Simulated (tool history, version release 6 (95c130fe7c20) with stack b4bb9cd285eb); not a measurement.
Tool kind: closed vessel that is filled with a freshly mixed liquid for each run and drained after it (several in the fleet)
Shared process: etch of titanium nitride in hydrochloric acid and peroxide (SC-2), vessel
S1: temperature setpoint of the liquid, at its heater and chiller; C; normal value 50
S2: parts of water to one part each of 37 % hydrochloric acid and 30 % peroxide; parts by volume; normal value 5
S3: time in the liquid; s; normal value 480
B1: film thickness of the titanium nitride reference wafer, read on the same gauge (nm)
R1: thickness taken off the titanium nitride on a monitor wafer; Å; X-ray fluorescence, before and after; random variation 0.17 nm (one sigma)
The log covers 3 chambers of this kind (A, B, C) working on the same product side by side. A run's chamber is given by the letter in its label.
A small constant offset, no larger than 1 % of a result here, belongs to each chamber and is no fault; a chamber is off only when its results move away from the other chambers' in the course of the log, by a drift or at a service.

run 1A hour=5.7 | S1=50 S2=5 S3=480 | B1=89.989 | R1=177.16
run 2B hour=12.4 | S1=50 S2=5 S3=480 | B1=89.983 | R1=175.83
run 3C hour=15.4 | S1=50 S2=5 S3=480 | B1=89.995 | R1=174.35
run 4C hour=19.6 | S1=50 S2=5 S3=480 | B1=89.992 | R1=174.96
run 5B hour=25.7 | S1=50 S2=5 S3=480 | B1=89.989 | R1=171.06
run 6A hour=30.1 | S1=50 S2=5 S3=480 | B1=90.038 | R1=180.21
run 7A hour=34.9 | S1=50 S2=5 S3=480 | B1=90.002 | R1=178.55
run 8B hour=40 | S1=50 S2=5 S3=480 | B1=90.019 | R1=171.12
run 9C hour=46.5 | S1=50 S2=5 S3=480 | B1=89.955 | R1=172.48
run 10A hour=53.1 | S1=50 S2=5 S3=480 | B1=89.994 | R1=175.05
run 11B hour=58.7 | S1=50 S2=5 S3=480 | B1=90.028 | R1=174.95
run 12C hour=62.1 | S1=50 S2=5 S3=480 | B1=90.02 | R1=175.28
run 13A hour=65.5 | S1=50 S2=5 S3=480 | B1=90.02 | R1=178.34
run 14C hour=68.8 | S1=50 S2=5 S3=480 | B1=89.994 | R1=173.41
run 15B hour=73.2 | S1=50 S2=5 S3=480 | B1=89.971 | R1=174.88
run 16C hour=79.7 | S1=50 S2=5 S3=480 | B1=90.01 | R1=174.65
run 17A hour=85.6 | S1=55.5 S2=5 S3=735 | B1=90.005 | R1=385.93
run 18B hour=89.6 | S1=55.5 S2=5 S3=735 | B1=90.004 | R1=379.02
run 19B hour=93.4 | S1=55.5 S2=5 S3=735 | B1=90.011 | R1=379.71
run 20C hour=99 | S1=50 S2=5 S3=480 | B1=90.021 | R1=172.46
run 21A hour=103.6 | S1=50 S2=5 S3=660 | B1=90.014 | R1=248.45
run 22B hour=107.5 | S1=50 S2=5 S3=660 | B1=89.974 | R1=237.12
run 23C hour=113 | S1=50 S2=5 S3=660 | B1=89.984 | R1=238.07
run 24A hour=118.1 | S1=50 S2=4 S3=650 | B1=89.989 | R1=278.54
run 25A hour=122.4 | S1=50 S2=4 S3=650 | B1=90.018 | R1=283.52
run 26B hour=126.6 | S1=50 S2=4 S3=650 | B1=90.02 | R1=277.03

One chamber off, gauge drift, or nothing amiss beyond the chambers' own small offsets? If it is a chamber, which one, and what is the likeliest cause?

Beyond each chamber's small constant offset nothing stands out, and the gauge stays steady.
